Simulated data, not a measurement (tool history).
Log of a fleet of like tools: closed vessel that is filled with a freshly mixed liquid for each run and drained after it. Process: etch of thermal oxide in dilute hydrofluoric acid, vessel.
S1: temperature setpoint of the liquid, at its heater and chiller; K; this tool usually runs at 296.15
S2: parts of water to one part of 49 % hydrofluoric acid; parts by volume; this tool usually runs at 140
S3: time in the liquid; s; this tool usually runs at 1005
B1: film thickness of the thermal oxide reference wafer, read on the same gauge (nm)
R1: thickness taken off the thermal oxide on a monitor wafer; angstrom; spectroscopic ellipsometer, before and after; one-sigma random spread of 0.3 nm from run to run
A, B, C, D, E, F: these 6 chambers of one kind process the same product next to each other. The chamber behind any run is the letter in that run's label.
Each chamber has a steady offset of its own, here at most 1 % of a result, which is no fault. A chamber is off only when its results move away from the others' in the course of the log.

{"run": "1F", "hour": 5.8, "S1": 296.15, "S2": 140, "S3": 1005, "B1": 40.007, "R1": 327.53}
{"run": "2B", "hour": 13.4, "S1": 296.15, "S2": 140, "S3": 1005, "B1": 40.02, "R1": 312.89}
{"run": "3A", "hour": 18.2, "S1": 296.15, "S2": 140, "S3": 1005, "B1": 39.978, "R1": 322.94}
{"run": "4E", "hour": 25.0, "S1": 296.15, "S2": 140, "S3": 1005, "B1": 40.02, "R1": 323.82}
{"run": "5C", "hour": 29.3, "S1": 296.15, "S2": 140, "S3": 1005, "B1": 40.015, "R1": 319.64}
{"run": "6D", "hour": 37.2, "S1": 296.15, "S2": 140, "S3": 1005, "B1": 39.99, "R1": 315.97}
{"run": "7D", "hour": 41.6, "S1": 296.15, "S2": 140, "S3": 1005, "B1": 39.969, "R1": 327.09}
{"run": "8A", "hour": 46.8, "S1": 296.15, "S2": 140, "S3": 1005, "B1": 40.025, "R1": 319.7}
{"run": "9B", "hour": 51.7, "S1": 296.15, "S2": 140, "S3": 745, "B1": 39.984, "R1": 235.26}
{"run": "10F", "hour": 55.6, "S1": 296.15, "S2": 140, "S3": 745, "B1": 40.001, "R1": 239.63}
{"run": "11E", "hour": 59.2, "S1": 296.15, "S2": 140, "S3": 745, "B1": 39.972, "R1": 238.83}
{"run": "12C", "hour": 66.9, "S1": 296.15, "S2": 140, "S3": 745, "B1": 40.01, "R1": 240.01}
{"run": "13C", "hour": 72.2, "S1": 296.15, "S2": 140, "S3": 745, "B1": 39.979, "R1": 236.66}
{"run": "14E", "hour": 76.9, "S1": 296.15, "S2": 140, "S3": 745, "B1": 39.99, "R1": 238.83}
{"run": "15D", "hour": 83.4, "S1": 296.15, "S2": 140, "S3": 1005, "B1": 40.023, "R1": 321.75}
{"run": "16B", "hour": 90.0, "S1": 296.15, "S2": 140, "S3": 1005, "B1": 40.007, "R1": 314.37}
{"run": "17F", "hour": 93.9, "S1": 296.15, "S2": 140, "S3": 1005, "B1": 39.975, "R1": 318.11}
{"run": "18A", "hour": 99.5, "S1": 296.15, "S2": 140, "S3": 1005, "B1": 39.966, "R1": 318.94}
{"run": "19F", "hour": 107.0, "S1": 296.15, "S2": 140, "S3": 1005, "B1": 40.019, "R1": 323.35}
{"run": "20C", "hour": 112.8, "S1": 296.15, "S2": 140, "S3": 1005, "B1": 40, "R1": 320.51}
{"run": "21B", "hour": 116.7, "S1": 296.15, "S2": 140, "S3": 1005, "B1": 40.01, "R1": 316.53}
{"run": "22E", "hour": 122.0, "S1": 296.15, "S2": 140, "S3": 1005, "B1": 40.003, "R1": 324.83}
{"run": "23D", "hour": 125.7, "S1": 296.15, "S2": 140, "S3": 1005, "B1": 40.025, "R1": 317.63}
{"run": "24A", "hour": 129.6, "S1": 296.15, "S2": 140, "S3": 1005, "B1": 39.999, "R1": 322.27}
{"run": "25D", "hour": 134.7, "S1": 296.15, "S2": 140, "S3": 1005, "B1": 40.007, "R1": 316.57}
{"run": "26C", "hour": 138.9, "S1": 296.15, "S2": 140, "S3": 1005, "B1": 39.999, "R1": 318.87}
{"run": "27E", "hour": 145.6, "S1": 300.15, "S2": 195, "S3": 1005, "B1": 39.981, "R1": 252.61}
{"hour": 150.2, "done": "chamber F: hydrofluoric acid flow meter replaced"}
{"run": "28F", "hour": 150.8, "S1": 300.15, "S2": 195, "S3": 1005, "B1": 40.002, "R1": 253.65}
{"run": "29A", "hour": 154.4, "S1": 300.15, "S2": 195, "S3": 1005, "B1": 40.047, "R1": 251.58}
{"run": "30B", "hour": 159.0, "S1": 300.15, "S2": 195, "S3": 1005, "B1": 39.995, "R1": 250.44}
{"run": "31C", "hour": 163.4, "S1": 300.15, "S2": 195, "S3": 1005, "B1": 39.998, "R1": 248.3}
{"hour": 165.7, "done": "chamber F: thermometer replaced"}
{"run": "32B", "hour": 168.3, "S1": 300.15, "S2": 195, "S3": 1005, "B1": 40.03, "R1": 248.27}
{"run": "33F", "hour": 173.2, "S1": 296.15, "S2": 140, "S3": 1005, "B1": 40.015, "R1": 311.4}
{"run": "34A", "hour": 178.0, "S1": 296.15, "S2": 140, "S3": 1005, "B1": 40.011, "R1": 319.84}
{"run": "35E", "hour": 181.5, "S1": 296.15, "S2": 140, "S3": 1005, "B1": 39.991, "R1": 321.6}
{"run": "36D", "hour": 186.1, "S1": 296.15, "S2": 140, "S3": 1005, "B1": 40.002, "R1": 311.31}
{"run": "37E", "hour": 193.6, "S1": 296.15, "S2": 140, "S3": 1005, "B1": 39.998, "R1": 322.31}
{"hour": 197.1, "done": "chamber B: hydrofluoric acid flow meter replaced"}
{"run": "38C", "hour": 201.4, "S1": 296.15, "S2": 140, "S3": 1005, "B1": 39.99, "R1": 318.37}
{"run": "39F", "hour": 204.9, "S1": 296.15, "S2": 140, "S3": 1005, "B1": 39.98, "R1": 319.6}
{"run": "40A", "hour": 208.4, "S1": 296.15, "S2": 140, "S3": 1005, "B1": 40.007, "R1": 316.93}
{"run": "41B", "hour": 214.4, "S1": 296.15, "S2": 140, "S3": 1005, "B1": 39.989, "R1": 317.21}
{"run": "42D", "hour": 222.2, "S1": 296.15, "S2": 140, "S3": 1005, "B1": 40.007, "R1": 308.93}
{"run": "43B", "hour": 227.3, "S1": 296.15, "S2": 140, "S3": 1005, "B1": 40.02, "R1": 316.35}
{"run": "44D", "hour": 234.3, "S1": 296.15, "S2": 140, "S3": 1005, "B1": 40.009, "R1": 302.06}

Each of the 6 chambers runs these same settings next. Fill in every chamber's results:
{"run": "45A", "hour": 240.1, "S1": 296.15, "S2": 140, "S3": 1550, "R1": "?"}
{"run": "45B", "hour": 240.1, "S1": 296.15, "S2": 140, "S3": 1550, "R1": "?"}
{"run": "45C", "hour": 240.1, "S1": 296.15, "S2": 140, "S3": 1550, "R1": "?"}
{"run": "45D", "hour": 240.1, "S1": 296.15, "S2": 140, "S3": 1550, "R1": "?"}
{"run": "45E", "hour": 240.1, "S1": 296.15, "S2": 140, "S3": 1550, "R1": "?"}
{"run": "45F", "hour": 240.1, "S1": 296.15, "S2": 140, "S3": 1550, "R1": "?"}

run=45A R1=499.42
run=45B R1=482.46
run=45C R1=488.65
run=45D R1=467.49
run=45E R1=489.95
run=45F R1=490.44
